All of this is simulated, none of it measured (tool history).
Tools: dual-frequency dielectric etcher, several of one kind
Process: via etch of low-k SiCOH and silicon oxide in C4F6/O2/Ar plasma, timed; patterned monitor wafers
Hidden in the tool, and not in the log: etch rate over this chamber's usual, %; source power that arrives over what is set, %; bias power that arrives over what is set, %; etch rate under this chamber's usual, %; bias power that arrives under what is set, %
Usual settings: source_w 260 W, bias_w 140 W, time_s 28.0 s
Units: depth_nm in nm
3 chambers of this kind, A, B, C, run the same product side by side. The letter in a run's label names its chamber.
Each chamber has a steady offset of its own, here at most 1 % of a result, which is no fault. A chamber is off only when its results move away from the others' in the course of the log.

run    day  source_w  bias_w  time_s  hours since the last wet clean  hours since the last source power generator calibration  hours since the last bias power generator calibration  read-back reference wafer on the same gauge, depth_nm  depth_nm
     0.133  -- chamber B: wet clean of the chamber
 1B  0.271       260     140    28.0                             3.3                                                   3254.8                                                 2883.6                                                 60.909    52.202
 2C  0.638       260     140    28.0                           393.8                                                    845.1                                                 1569.4                                                 60.903    51.536
 3A  0.888       260     140    28.0                           300.6                                                    535.5                                                 1432.4                                                 60.902    51.652
 4B  1.221       260     140    28.0                            26.1                                                   3277.6                                                 2906.4                                                 60.911    52.072
 5A  1.571       260     140    28.0                           317.0                                                    551.9                                                 1448.8                                                 60.914    51.663
 6C  1.904       260     140    28.0                           424.2                                                    875.5                                                 1599.8                                                 60.870    51.478
 7A  2.283       260     127    36.0                           334.1                                                    569.0                                                 1465.9                                                 60.892    64.880
 8C  2.717       260     127    36.0                           443.7                                                    895.0                                                 1619.3                                                 60.874    64.382
 9B  2.929       260     127    36.0                            67.1                                                   3318.6                                                 2947.4                                                 60.846    64.972
10A  3.417       260     140    28.0                           361.3                                                    596.2                                                 1493.1                                                 60.939    51.401
     3.683  -- chamber C: wet clean of the chamber
11B  3.825       260     140    28.0                            88.6                                                   3340.1                                                 2968.9                                                 60.924    52.163
12C  4.104       260     140    28.0                            10.1                                                    928.3                                                 1652.6                                                 60.905    49.609
13B  4.592       260     140    28.0                           107.0                                                   3358.5                                                 2987.3                                                 60.945    52.209
14A  4.850       260     140    35.5                           395.7                                                    630.6                                                 1527.5                                                 60.938    65.493
15C  5.154       260     140    35.5                            35.3                                                    953.5                                                 1677.8                                                 60.914    63.389
16C  5.550       260     140    35.5                            44.8                                                    963.0                                                 1687.3                                                 60.891    63.131
17A  5.942       260     140    28.0                           421.9                                                    656.8                                                 1553.7                                                 60.872    51.787
18B  6.325       260     140    28.0                           148.6                                                   3400.1                                                 3028.9                                                 60.883    52.193
19A  6.721       260     140    28.0                           440.6                                                    675.5                                                 1572.4                                                 60.904    51.708
20B  7.108       260     140    28.0                           167.4                                                   3418.9                                                 3047.7                                                 60.903    52.319
21C  7.325       260     152    35.0                            87.4                                                   1005.6                                                 1729.9                                                 60.902    63.843
22A  7.558       260     152    35.0                           460.7                                                    695.6                                                 1592.5                                                 60.877    66.623
23B  7.779       260     152    35.0                           183.5                                                   3435.0                                                 3063.8                                                 60.927    66.857
24C  8.117       260     140    28.0                           106.4                                                   1024.6                                                 1748.9                                                 60.911    49.787
25B  8.442       260     140    28.0                           199.4                                                   3450.9                                                 3079.7                                                 60.907    52.257
26C  8.679       260     140    28.0                           119.9                                                   1038.1                                                 1762.4                                                 60.901    49.837

All 3 chambers run these settings next. Forecast each chamber's results:
27A  9.033       260     111    28.0                                                                                                                                                                                                                ?
27B  9.033       260     111    28.0                                                                                                                                                                                                                ?
27C  9.033       260     111    28.0                                                                                                                                                                                                                ?

run  depth_nm
27A    48.240
27B    48.759
27C    46.523
